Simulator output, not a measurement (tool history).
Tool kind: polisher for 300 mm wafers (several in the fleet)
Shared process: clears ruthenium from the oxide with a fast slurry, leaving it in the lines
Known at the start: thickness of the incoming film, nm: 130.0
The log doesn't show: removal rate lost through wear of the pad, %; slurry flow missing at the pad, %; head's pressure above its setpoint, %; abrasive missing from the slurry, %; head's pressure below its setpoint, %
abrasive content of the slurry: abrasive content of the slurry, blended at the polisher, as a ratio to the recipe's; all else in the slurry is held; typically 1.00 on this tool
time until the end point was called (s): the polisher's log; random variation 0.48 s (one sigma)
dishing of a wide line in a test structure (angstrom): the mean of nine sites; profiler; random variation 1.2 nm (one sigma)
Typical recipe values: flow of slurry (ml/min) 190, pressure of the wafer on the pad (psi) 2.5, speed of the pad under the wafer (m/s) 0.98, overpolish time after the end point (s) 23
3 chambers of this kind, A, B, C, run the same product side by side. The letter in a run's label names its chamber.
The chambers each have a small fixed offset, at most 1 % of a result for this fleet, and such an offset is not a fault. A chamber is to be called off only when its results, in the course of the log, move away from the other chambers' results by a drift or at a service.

run	hour	flow of slurry (ml/min)	pressure of the wafer on the pad (psi)	speed of the pad under the wafer (m/s)	abrasive content of the slurry	overpolish time after the end point (s)	wafers polished on this pad	hours since the slurry nozzle was cleaned	hours since the head pressure was calibrated	hours since the slurry blender was calibrated	time until the end point was called (s)	dishing of a wide line in a test structure (angstrom)
1A	7.5	190	2.5	0.98	1.00	23	181	91.9	733.1	61.2	31.703	694.44
2B	13.9	190	2.5	0.98	1.00	23	371	607.5	540.6	155.4	31.867	673.54
# hour 15.7: chamber B: head pressure recalibrated
3C	21.1	190	2.5	0.98	1.00	23	567	454.9	78.6	64.0	31.916	687.91
4B	26.9	190	2.5	0.98	1.00	23	546	620.5	11.3	168.4	32.482	695.80
5A	33.4	190	2.5	0.98	1.00	23	528	117.8	759.0	87.1	32.444	686.44
# hour 39.9: chamber B: slurry blender recalibrated
# hour 42.7: chamber C: worn pad replaced by a new one
6C	44.5	190	2.5	0.98	1.00	23	24	478.3	102.0	87.4	31.772	681.66
# hour 46.9: chamber B: worn pad replaced by a new one
# hour 53.1: chamber A: worn pad replaced by a new one
7A	54.7	190	2.5	0.98	1.00	23	22	139.1	780.3	108.4	32.168	703.09
8C	62.8	130	2.5	0.98	1.20	23	270	496.6	120.3	105.7	31.952	702.46
9B	73.1	130	2.5	0.98	1.20	23	352	666.7	57.5	33.2	30.445	694.87
# hour 75.1: chamber A: head pressure recalibrated
10C	80.5	130	2.5	0.98	1.20	23	507	514.3	138.0	123.4	31.326	681.83
# hour 82.5: chamber A: slurry blender recalibrated
11A	89.2	190	2.5	0.98	1.00	23	484	173.6	14.2	6.8	32.276	692.10
12B	94.1	145	1.8	0.98	1.00	23	633	687.7	78.5	54.2	45.332	521.31
# hour 102.3: chamber C: worn pad replaced by a new one
13B	103.4	145	1.8	0.98	1.00	23	758	697.0	87.8	63.5	44.810	508.45
# hour 104.8: chamber A: worn pad replaced by a new one
# hour 106.7: chamber B: worn pad replaced by a new one
14A	110.0	145	1.8	0.98	1.00	23	70	194.4	35.0	27.6	46.670	505.94
15C	115.4	190	1.9	0.98	0.75	23	176	549.2	172.9	158.3	48.716	476.98
16B	126.4	190	1.9	0.98	0.75	23	265	720.0	110.8	86.5	47.862	495.42
17C	131.6	190	1.9	0.98	0.75	23	394	565.4	189.1	174.5	48.676	508.37
# hour 132.9: chamber B: slurry nozzle cleaned
18A	136.5	190	2.5	0.98	1.00	23	426	220.9	61.5	54.1	31.992	675.36
19C	142.1	190	2.5	0.98	1.00	23	535	575.9	199.6	185.0	31.318	694.07
20B	148.6	190	2.5	0.98	1.00	23	563	15.8	133.0	108.7	32.648	709.44
# hour 153.1: chamber C: worn pad replaced by a new one
21A	159.4	190	2.5	0.98	1.00	23	733	243.8	84.4	77.0	32.009	682.41
# hour 161.9: chamber B: worn pad replaced by a new one
# hour 163.4: chamber C: slurry nozzle cleaned
# hour 165.8: chamber A: worn pad replaced by a new one
22B	165.8	190	2.5	0.98	1.00	23	52	33.0	150.2	125.9	31.462	691.18
23A	176.1	190	2.5	0.98	1.00	23	139	260.5	101.1	93.7	32.764	684.92
24C	181.3	190	2.5	0.98	1.00	23	379	18.0	238.8	224.2	32.561	696.79
25C	191.4	190	2.5	0.98	1.00	23	515	28.1	248.9	234.3	32.668	702.51
26B	200.4	190	2.5	0.98	1.00	23	517	67.6	184.8	160.5	31.966	693.26
# hour 203.2: chamber B: slurry blender recalibrated
27A	209.2	190	2.5	0.98	1.00	23	583	293.6	134.2	126.8	31.675	673.87
# hour 210.8: chamber B: worn pad replaced by a new one
# hour 211.8: chamber C: worn pad replaced by a new one
28C	220.2	190	2.5	0.98	1.00	23	113	56.9	277.7	263.1	31.881	684.55
# hour 220.9: chamber A: worn pad replaced by a new one
29B	228.5	190	2.5	0.98	1.00	23	238	95.7	212.9	25.3	31.702	700.24
# hour 236.2: chamber A: slurry blender recalibrated
30A	238.6	190	2.5	0.98	1.00	23	237	323.0	163.6	2.4	31.492	690.59
31B	244.7	190	2.5	0.98	1.00	23	455	111.9	229.1	41.5	31.302	698.91
32A	250.0	190	2.5	0.98	1.00	23	390	334.4	175.0	13.8	32.637	701.39
# hour 258.5: chamber B: worn pad replaced by a new one
33C	258.5	210	2.5	1.18	1.00	23	627	95.2	316.0	301.4	25.848	795.03
34B	266.4	210	2.5	1.18	1.00	23	107	133.6	250.8	63.2	25.763	798.84

Next, every chamber runs the same settings. What will each give?
35A	274.5	190	2.5	0.98	1.00	23					?	?
35B	274.5	190	2.5	0.98	1.00	23					?	?
35C	274.5	190	2.5	0.98	1.00	23					?	?

run	time until the end point was called (s)	dishing of a wide line in a test structure (angstrom)
35A	32.261	684.99
35B	32.419	695.25
35C	31.480	673.88
